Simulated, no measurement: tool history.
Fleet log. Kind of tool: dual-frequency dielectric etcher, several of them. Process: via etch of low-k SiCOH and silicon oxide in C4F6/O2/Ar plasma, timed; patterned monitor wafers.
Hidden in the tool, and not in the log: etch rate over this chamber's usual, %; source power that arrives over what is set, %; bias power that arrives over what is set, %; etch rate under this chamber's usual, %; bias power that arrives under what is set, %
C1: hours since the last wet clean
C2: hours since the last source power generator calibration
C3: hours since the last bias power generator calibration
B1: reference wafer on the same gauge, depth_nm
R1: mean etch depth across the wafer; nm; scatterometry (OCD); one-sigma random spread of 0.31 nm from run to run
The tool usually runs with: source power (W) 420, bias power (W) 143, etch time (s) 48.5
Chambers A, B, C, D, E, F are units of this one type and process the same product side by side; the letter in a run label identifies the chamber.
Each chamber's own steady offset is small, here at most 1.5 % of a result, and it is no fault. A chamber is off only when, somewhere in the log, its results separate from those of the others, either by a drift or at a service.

Run 1E, hour 3.8: usual settings; C1 397.9; C2 1270.4; C3 1247.7; B1 141.92. Result: R1 120.890 nm.
Run 2C, hour 7.3: usual settings; C1 481.3; C2 4116.5; C3 1164.6; B1 141.94. Result: R1 121.310 nm.
Run 3D, hour 11.8: usual settings; C1 326.4; C2 1286.6; C3 260.7; B1 142.01. Result: R1 121.100 nm.
Run 4B, hour 16.4: usual settings; C1 196.7; C2 2077.1; C3 2934.8; B1 142.00. Result: R1 120.380 nm.
Run 5F, hour 23.0: usual settings; C1 253.5; C2 359.6; C3 2920.9; B1 142.06. Result: R1 119.230 nm.
Run 6A, hour 26.4: usual settings; C1 350.3; C2 477.8; C3 1049.1; B1 141.92. Result: R1 121.140 nm.
Run 7B, hour 32.5: usual settings; C1 212.8; C2 2093.2; C3 2950.9; B1 141.99. Result: R1 120.400 nm.
Run 8C, hour 38.7: usual settings; C1 512.7; C2 4147.9; C3 1196.0; B1 141.97. Result: R1 121.510 nm.
Run 9F, hour 42.5: usual settings; C1 273.0; C2 379.1; C3 2940.4; B1 142.01. Result: R1 119.100 nm.
Run 10D, hour 45.7: usual settings; C1 360.3; C2 1320.5; C3 294.6; B1 141.98. Result: R1 120.970 nm.
At hour 48.0: chamber E: wet clean of the chamber.
Run 11A, hour 52.9: usual settings; C1 376.8; C2 504.3; C3 1075.6; B1 142.06. Result: R1 121.270 nm.
Run 12E, hour 58.7: usual settings but etch time (s) 43.5; C1 10.7; C2 1325.3; C3 1302.6; B1 142.03. Result: R1 108.040 nm.
Run 13C, hour 61.8: usual settings but etch time (s) 43.5; C1 535.8; C2 4171.0; C3 1219.1; B1 142.04. Result: R1 109.050 nm.
Run 14B, hour 68.3: usual settings but etch time (s) 43.5; C1 248.6; C2 2129.0; C3 2986.7; B1 142.05. Result: R1 107.800 nm.
Run 15A, hour 72.6: usual settings but etch time (s) 43.5; C1 396.5; C2 524.0; C3 1095.3; B1 142.02. Result: R1 108.380 nm.
Run 16E, hour 76.8: usual settings but etch time (s) 43.5; C1 28.8; C2 1343.4; C3 1320.7; B1 142.03. Result: R1 107.740 nm.
Run 17F, hour 83.0: usual settings but etch time (s) 43.5; C1 313.5; C2 419.6; C3 2980.9; B1 141.99. Result: R1 107.220 nm.
Run 18D, hour 87.4: usual settings but source power (W) 470, bias power (W) 127; C1 402.0; C2 1362.2; C3 336.3; B1 141.98. Result: R1 121.760 nm.
At hour 89.9: chamber C: wet clean of the chamber.
Run 19F, hour 92.8: usual settings but source power (W) 470, bias power (W) 127; C1 323.3; C2 429.4; C3 2990.7; B1 142.01. Result: R1 121.210 nm.
At hour 95.8: chamber D: wet clean of the chamber.
Run 20B, hour 98.5: usual settings but source power (W) 470, bias power (W) 127; C1 278.8; C2 2159.2; C3 3016.9; B1 142.02. Result: R1 121.990 nm.
At hour 100.3: chamber A: wet clean of the chamber.
Run 21E, hour 105.4: usual settings but source power (W) 470, bias power (W) 127; C1 57.4; C2 1372.0; C3 1349.3; B1 142.06. Result: R1 122.100 nm.
Run 22D, hour 109.3: usual settings but source power (W) 470, bias power (W) 127; C1 13.6; C2 1384.1; C3 358.2; B1 141.96. Result: R1 124.470 nm.
Run 23A, hour 113.2: usual settings but source power (W) 470, bias power (W) 127; C1 12.9; C2 564.6; C3 1135.9; B1 142.12. Result: R1 122.560 nm.
Run 24C, hour 117.3: usual settings; C1 27.5; C2 4226.5; C3 1274.6; B1 141.96. Result: R1 121.770 nm.
Run 25C, hour 121.6: usual settings; C1 31.8; C2 4230.8; C3 1278.9; B1 141.96. Result: R1 121.960 nm.
Run 26B, hour 128.4: usual settings; C1 308.7; C2 2189.1; C3 3046.8; B1 142.01. Result: R1 120.330 nm.
Run 27F, hour 134.4: usual settings; C1 364.9; C2 471.0; C3 3032.3; B1 141.98. Result: R1 119.550 nm.
Run 28D, hour 139.6: usual settings; C1 43.9; C2 1414.4; C3 388.5; B1 141.94. Result: R1 123.630 nm.
Run 29E, hour 143.4: usual settings; C1 95.4; C2 1410.0; C3 1387.3; B1 141.87. Result: R1 120.610 nm.
Run 30A, hour 147.5: usual settings; C1 47.2; C2 598.9; C3 1170.2; B1 141.93. Result: R1 120.940 nm.
Run 31F, hour 154.4: usual settings; C1 384.9; C2 491.0; C3 3052.3; B1 142.07. Result: R1 119.300 nm.
Run 32B, hour 160.4: usual settings; C1 340.7; C2 2221.1; C3 3078.8; B1 142.03. Result: R1 120.310 nm.
Run 33E, hour 166.0: usual settings but etch time (s) 39.0; C1 118.0; C2 1432.6; C3 1409.9; B1 142.00. Result: R1 97.363 nm.
Run 34A, hour 172.0: usual settings but etch time (s) 39.0; C1 71.7; C2 623.4; C3 1194.7; B1 142.00. Result: R1 97.527 nm.
Run 35D, hour 177.7: usual settings but etch time (s) 39.0; C1 82.0; C2 1452.5; C3 426.6; B1 141.97. Result: R1 99.247 nm.
Run 36C, hour 183.6: usual settings but etch time (s) 39.0; C1 93.8; C2 4292.8; C3 1340.9; B1 142.10. Result: R1 98.221 nm.
Run 37F, hour 188.7: usual settings but etch time (s) 39.0; C1 419.2; C2 525.3; C3 3086.6; B1 141.92. Result: R1 96.232 nm.
Run 38B, hour 195.1: usual settings but etch time (s) 39.0; C1 375.4; C2 2255.8; C3 3113.5; B1 141.99. Result: R1 96.914 nm.

For the next run the whole fleet of 6 chambers uses the same settings. Give each chamber's results:
Run 39A, hour 200.3: usual settings. Result: R1 ?.
Run 39B, hour 200.3: usual settings. Result: R1 ?.
Run 39C, hour 200.3: usual settings. Result: R1 ?.
Run 39D, hour 200.3: usual settings. Result: R1 ?.
Run 39E, hour 200.3: usual settings. Result: R1 ?.
Run 39F, hour 200.3: usual settings. Result: R1 ?.

run       R1
39A  121.350
39B  120.780
39C  122.260
39D  123.240
39E  121.100
39F  119.690
